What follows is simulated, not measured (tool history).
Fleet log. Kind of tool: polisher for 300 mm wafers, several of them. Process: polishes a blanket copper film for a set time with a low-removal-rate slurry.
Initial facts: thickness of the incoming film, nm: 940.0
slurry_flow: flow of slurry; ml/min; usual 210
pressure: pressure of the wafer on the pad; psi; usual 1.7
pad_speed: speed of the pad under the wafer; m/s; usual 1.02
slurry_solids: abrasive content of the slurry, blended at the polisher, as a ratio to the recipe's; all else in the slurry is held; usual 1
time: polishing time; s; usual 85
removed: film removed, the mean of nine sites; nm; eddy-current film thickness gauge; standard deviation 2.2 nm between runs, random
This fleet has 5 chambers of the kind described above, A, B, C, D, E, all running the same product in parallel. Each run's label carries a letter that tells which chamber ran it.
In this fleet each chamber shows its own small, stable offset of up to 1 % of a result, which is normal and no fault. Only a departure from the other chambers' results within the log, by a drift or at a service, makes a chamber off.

run	hour	slurry_flow	pressure	pad_speed	slurry_solids	time	removed
1C	8.3	210	1.7	1.02	1	85	162.26
2D	17.2	210	1.7	1.02	1	85	163.78
# hour 23: chamber E: worn pad replaced by a new one
# hour 24.3: chamber D: slurry blender recalibrated
# hour 25.2: chamber E: slurry blender recalibrated
3A	28.8	210	1.7	1.02	1	85	167.78
# hour 34.7: chamber A: slurry blender recalibrated
# hour 36.1: chamber D: worn pad replaced by a new one
4B	38.8	210	1.7	1.02	1	85	162.91
# hour 39.9: chamber B: worn pad replaced by a new one
5E	50.5	210	1.7	1.02	1	85	171.5
# hour 58.6: chamber C: head pressure recalibrated
6A	63.7	210	1.2	1.02	1	85	115.61
# hour 69.4: chamber A: worn pad replaced by a new one
7C	72.1	210	1.2	1.02	1	85	117.51
# hour 73: chamber B: slurry blender recalibrated
# hour 83.7: chamber B: slurry nozzle cleaned
8E	84.2	210	1.2	1.02	1	85	115.93
9D	92.1	210	1.2	1.02	1	85	114.49
10B	100.3	210	1.2	1.02	1	85	116.01
# hour 105.3: chamber D: worn pad replaced by a new one
11C	106.9	210	1.7	1.02	1	85	164.05
12B	114.6	210	1.7	1.02	1	85	163.65
# hour 119.8: chamber B: worn pad replaced by a new one
# hour 120.7: chamber E: worn pad replaced by a new one
# hour 124.8: chamber D: slurry nozzle cleaned
13E	124.8	210	1.7	1.02	1	85	168.08
14A	130.8	210	1.7	1.02	1	85	169.31
15D	140.1	210	1.7	1.02	1	85	164.31
16E	148.2	210	2.2	1.02	1	85	220.26
# hour 156.3: chamber C: slurry blender recalibrated
# hour 156.8: chamber A: worn pad replaced by a new one
17A	157	210	2.2	1.02	1	85	214.1
18C	163.8	210	2.2	1.02	1	85	211.32
# hour 169.1: chamber C: slurry nozzle cleaned
19B	173.2	210	2.2	1.02	1	85	214.62
# hour 182.4: chamber D: worn pad replaced by a new one
20D	185.7	210	2.2	1.02	1	85	216.27
# hour 194.3: chamber B: worn pad replaced by a new one
21A	195.3	210	1.7	0.88	1	85	143.04
# hour 198.6: chamber D: slurry blender recalibrated
22D	205.9	210	1.7	0.88	1	85	137.82
23C	219	210	1.7	0.88	1	85	137.21
24B	227.3	210	1.7	0.88	1	85	143.58
# hour 232.9: chamber A: head pressure recalibrated
25E	240	210	1.7	0.88	1	85	140.69
# hour 244.6: chamber A: worn pad replaced by a new one
26C	248.9	210	1.7	1.02	1	85	154.54
# hour 249.1: chamber D: worn pad replaced by a new one
# hour 249.5: chamber E: worn pad replaced by a new one
27E	255.6	210	1.7	1.02	1	85	163
# hour 262.9: chamber B: worn pad replaced by a new one
28B	267	210	1.7	1.02	1	85	164.61
29A	273.4	210	1.7	1.02	1	85	164.03
# hour 276.9: chamber A: slurry nozzle cleaned
30D	283.9	210	1.7	1.02	1	85	164.87
31E	292	210	1.7	1.02	1	85	162.17
32C	299	210	1.7	1.02	1	85	155.02
33B	307.5	210	1.7	1.02	1	85	165.96
# hour 313.3: chamber A: worn pad replaced by a new one
34D	314.7	210	1.7	1.02	1	85	163.56
# hour 316.5: chamber B: slurry blender recalibrated
35A	320.9	210	1.7	1.02	1	85	170.21
# hour 327.2: chamber B: worn pad replaced by a new one
36E	330	210	1.7	1.02	1	85	168.53
# hour 333.1: chamber D: worn pad replaced by a new one
37A	342.8	210	1.7	1.02	1	85	166.92
38B	351.1	210	1.7	1.02	1	85	165.01
39C	362.8	210	1.7	0.74	1.1	85	108.74
40D	373.9	210	1.7	0.74	1.1	85	119.88

Is one chamber off against the others, does the gauge drift, or is nothing wrong? If a chamber is off, say which, and what the likeliest cause is.

Chamber C drifts away from the others.
What lies behind it: removal rate lost through wear of the pad, % = 9.9.
From this log alone, it may not be told apart from: head's pressure below its setpoint, %; abrasive missing from the slurry, %.

Which of the 4 candidates below, each the usual settings with something changed and its results left as question marks, puts chamber C back in line with what the other chambers give on the usual settings?
Allowed miss from the other chambers' usual-settings mean, per result, to count as in line: removed 7.7 nm
41C-1	383.3	210	1.7	1.02	1	86	?
41C-2	383.3	210	1.8	1.02	1	90	?
41C-3	383.3	195	1.7	1.02	0.9	85	?
41C-4	383.3	210	1.7	1.02	0.6	85	?

On the usual settings, the other chambers give on average: removed 164.29 nm
run	removed
41C-1	149.98
41C-2	166.05
41C-3	143.54
41C-4	133.11
It is 41C-2 that realigns the chamber with its peers.
